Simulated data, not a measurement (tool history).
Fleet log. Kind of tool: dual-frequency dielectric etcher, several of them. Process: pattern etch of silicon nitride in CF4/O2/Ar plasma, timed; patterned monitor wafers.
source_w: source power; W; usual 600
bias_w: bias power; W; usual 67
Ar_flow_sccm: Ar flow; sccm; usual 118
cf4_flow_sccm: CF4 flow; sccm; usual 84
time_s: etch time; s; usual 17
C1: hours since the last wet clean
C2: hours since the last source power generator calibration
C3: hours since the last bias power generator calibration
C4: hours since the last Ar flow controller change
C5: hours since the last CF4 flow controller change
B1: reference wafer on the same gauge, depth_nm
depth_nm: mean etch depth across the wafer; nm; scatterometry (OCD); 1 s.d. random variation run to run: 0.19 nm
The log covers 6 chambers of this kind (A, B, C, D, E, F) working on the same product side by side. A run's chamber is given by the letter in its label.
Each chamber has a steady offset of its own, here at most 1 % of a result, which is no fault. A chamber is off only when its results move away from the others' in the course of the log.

Run 1C, hour 4: usual settings; C1 279; C2 1348.6; C3 1782.4; C4 253.8; C5 984.8; B1 39.094. Result: depth_nm 40.592 nm.
Run 2D, hour 7.9: usual settings; C1 110.8; C2 731.6; C3 2423.2; C4 3871.6; C5 504.6; B1 39.082. Result: depth_nm 40.588 nm.
Run 3E, hour 14.1: usual settings; C1 240.4; C2 153.3; C3 2335.9; C4 4081.3; C5 571.7; B1 39.088. Result: depth_nm 40.665 nm.
Run 4F, hour 20.6: usual settings; C1 184.9; C2 1584.6; C3 322.3; C4 4824; C5 82.3; B1 39.123. Result: depth_nm 40.843 nm.
Run 5A, hour 28.2: usual settings but Ar_flow_sccm 92 sccm; C1 147.1; C2 1132.7; C3 1495.8; C4 3020.2; C5 139.5; B1 39.083. Result: depth_nm 41.318 nm.
Run 6B, hour 33.1: usual settings but Ar_flow_sccm 92 sccm; C1 511.2; C2 610.8; C3 2125.3; C4 328.8; C5 2431.5; B1 39.078. Result: depth_nm 41.856 nm.
Run 7A, hour 41.3: usual settings but Ar_flow_sccm 92 sccm; C1 160.2; C2 1145.8; C3 1508.9; C4 3033.3; C5 152.6; B1 39.045. Result: depth_nm 41.699 nm.
Run 8C, hour 50.3: usual settings but Ar_flow_sccm 92 sccm; C1 325.3; C2 1394.9; C3 1828.7; C4 300.1; C5 1031.1; B1 39.073. Result: depth_nm 41.771 nm.
Run 9B, hour 58.1: usual settings but Ar_flow_sccm 92 sccm; C1 536.2; C2 635.8; C3 2150.3; C4 353.8; C5 2456.5; B1 39.131. Result: depth_nm 41.604 nm.
Run 10E, hour 64.9: usual settings but Ar_flow_sccm 92 sccm; C1 291.2; C2 204.1; C3 2386.7; C4 4132.1; C5 622.5; B1 39.147. Result: depth_nm 42.229 nm.
Run 11D, hour 71.4: usual settings; C1 174.3; C2 795.1; C3 2486.7; C4 3935.1; C5 568.1; B1 39.086. Result: depth_nm 40.536 nm.
Run 12F, hour 78.7: usual settings; C1 243; C2 1642.7; C3 380.4; C4 4882.1; C5 140.4; B1 39.106. Result: depth_nm 41.046 nm.
At hour 79.9: chamber F: Ar flow controller replaced.
Run 13E, hour 85.5: usual settings; C1 311.8; C2 224.7; C3 2407.3; C4 4152.7; C5 643.1; B1 39.138. Result: depth_nm 40.695 nm.
Run 14F, hour 93.9: usual settings but time_s 13.5 s; C1 258.2; C2 1657.9; C3 395.6; C4 14.1; C5 155.6; B1 39.087. Result: depth_nm 32.259 nm.
Run 15C, hour 100.3: usual settings but time_s 13.5 s; C1 375.3; C2 1444.9; C3 1878.7; C4 350.1; C5 1081.1; B1 39.069. Result: depth_nm 32.259 nm.
Run 16A, hour 105.6: usual settings but time_s 13.5 s; C1 224.5; C2 1210.1; C3 1573.2; C4 3097.6; C5 216.9; B1 39.069. Result: depth_nm 31.985 nm.
Run 17D, hour 112.7: usual settings but time_s 13.5 s; C1 215.6; C2 836.4; C3 2528; C4 3976.4; C5 609.4; B1 39.145. Result: depth_nm 32.036 nm.
Run 18B, hour 118.1: usual settings but time_s 13.5 s; C1 596.2; C2 695.8; C3 2210.3; C4 413.8; C5 2516.5; B1 39.074. Result: depth_nm 31.978 nm.
Run 19C, hour 125.9: usual settings but time_s 13.5 s; C1 400.9; C2 1470.5; C3 1904.3; C4 375.7; C5 1106.7; B1 39.16. Result: depth_nm 32.365 nm.
Run 20D, hour 131.7: usual settings; C1 234.6; C2 855.4; C3 2547; C4 3995.4; C5 628.4; B1 39.13. Result: depth_nm 40.506 nm.
At hour 137.6: chamber B: wet clean of the chamber.
Run 21A, hour 140.3: usual settings; C1 259.2; C2 1244.8; C3 1607.9; C4 3132.3; C5 251.6; B1 39.104. Result: depth_nm 40.76 nm.
Run 22F, hour 146.1: usual settings; C1 310.4; C2 1710.1; C3 447.8; C4 66.3; C5 207.8; B1 39.104. Result: depth_nm 40.276 nm.
Run 23E, hour 152.3: usual settings; C1 378.6; C2 291.5; C3 2474.1; C4 4219.5; C5 709.9; B1 39.068. Result: depth_nm 40.775 nm.
Run 24B, hour 159.1: usual settings; C1 21.5; C2 736.8; C3 2251.3; C4 454.8; C5 2557.5; B1 39.106. Result: depth_nm 40.26 nm.
Run 25A, hour 167.1: usual settings; C1 286; C2 1271.6; C3 1634.7; C4 3159.1; C5 278.4; B1 39.121. Result: depth_nm 40.391 nm.
Run 26C, hour 173.8: usual settings; C1 448.8; C2 1518.4; C3 1952.2; C4 423.6; C5 1154.6; B1 39.141. Result: depth_nm 40.798 nm.
Run 27E, hour 177.7: usual settings; C1 404; C2 316.9; C3 2499.5; C4 4244.9; C5 735.3; B1 39.07. Result: depth_nm 40.779 nm.
Run 28B, hour 182.7: usual settings; C1 45.1; C2 760.4; C3 2274.9; C4 478.4; C5 2581.1; B1 39.079. Result: depth_nm 40.526 nm.
Run 29D, hour 190.2: usual settings but Ar_flow_sccm 128 sccm, time_s 12.5 s; C1 293.1; C2 913.9; C3 2605.5; C4 4053.9; C5 686.9; B1 39.099. Result: depth_nm 29.677 nm.
Run 30F, hour 198.2: usual settings but Ar_flow_sccm 128 sccm, time_s 12.5 s; C1 362.5; C2 1762.2; C3 499.9; C4 118.4; C5 259.9; B1 39.114. Result: depth_nm 28.866 nm.
Run 31C, hour 204.8: usual settings but Ar_flow_sccm 128 sccm, time_s 12.5 s; C1 479.8; C2 1549.4; C3 1983.2; C4 454.6; C5 1185.6; B1 39.083. Result: depth_nm 29.537 nm.
Run 32D, hour 211.1: usual settings but Ar_flow_sccm 128 sccm, time_s 12.5 s; C1 314; C2 934.8; C3 2626.4; C4 4074.8; C5 707.8; B1 39.095. Result: depth_nm 29.725 nm.
Run 33F, hour 219.5: usual settings but Ar_flow_sccm 128 sccm, time_s 12.5 s; C1 383.8; C2 1783.5; C3 521.2; C4 139.7; C5 281.2; B1 39.136. Result: depth_nm 28.805 nm.
Run 34E, hour 225.7: usual settings but Ar_flow_sccm 128 sccm, time_s 12.5 s; C1 452; C2 364.9; C3 2547.5; C4 4292.9; C5 783.3; B1 39.084. Result: depth_nm 29.909 nm.
Run 35B, hour 230.7: usual settings; C1 93.1; C2 808.4; C3 2322.9; C4 526.4; C5 2629.1; B1 39.078. Result: depth_nm 40.384 nm.
Run 36A, hour 238: usual settings but cf4_flow_sccm 67 sccm; C1 356.9; C2 1342.5; C3 1705.6; C4 3230; C5 349.3; B1 39.106. Result: depth_nm 39.467 nm.
Run 37E, hour 245.2: usual settings but cf4_flow_sccm 67 sccm; C1 471.5; C2 384.4; C3 2567; C4 4312.4; C5 802.8; B1 39.079. Result: depth_nm 39.62 nm.
Run 38A, hour 253.3: usual settings but cf4_flow_sccm 67 sccm; C1 372.2; C2 1357.8; C3 1720.9; C4 3245.3; C5 364.6; B1 39.129. Result: depth_nm 39.214 nm.
Run 39D, hour 257.9: usual settings but cf4_flow_sccm 67 sccm; C1 360.8; C2 981.6; C3 2673.2; C4 4121.6; C5 754.6; B1 39.09. Result: depth_nm 39.554 nm.

Read the log: is a single chamber off, either drifting away or since a service, is the gauge that measures every chamber drifting, or is nothing wrong beyond small per-chamber offsets? Name any odd chamber and what most likely caused it.

One chamber, F, drifts off from the rest bit by bit.
Likeliest cause: source power that arrives under what is set, % = 4.81.
With only this log, it may be confused with: etch rate under this chamber's usual, %.

Which of the 4 candidates below, each the usual settings with something changed and its results left as question marks, puts chamber F back in line with what the other chambers give on the usual settings?
In line means no further than this from the other chambers' mean on the usual settings: depth_nm 0.65 nm
Run 40F-1, hour 264.4: usual settings but cf4_flow_sccm 79 sccm. Result: depth_nm ?.
Run 40F-2, hour 264.4: usual settings but time_s 16.5 s. Result: depth_nm ?.
Run 40F-3, hour 264.4: usual settings but bias_w 68 W, time_s 17.5 s. Result: depth_nm ?.
Run 40F-4, hour 264.4: usual settings but bias_w 68 W. Result: depth_nm ?.

Usual-settings mean across the other chambers: depth_nm 40.589 nm
  run  depth_nm
40F-1    38.785
40F-2    37.939
40F-3    40.484
40F-4    39.328
40F-3 is the one that brings the chamber's results back in line with the other chambers.

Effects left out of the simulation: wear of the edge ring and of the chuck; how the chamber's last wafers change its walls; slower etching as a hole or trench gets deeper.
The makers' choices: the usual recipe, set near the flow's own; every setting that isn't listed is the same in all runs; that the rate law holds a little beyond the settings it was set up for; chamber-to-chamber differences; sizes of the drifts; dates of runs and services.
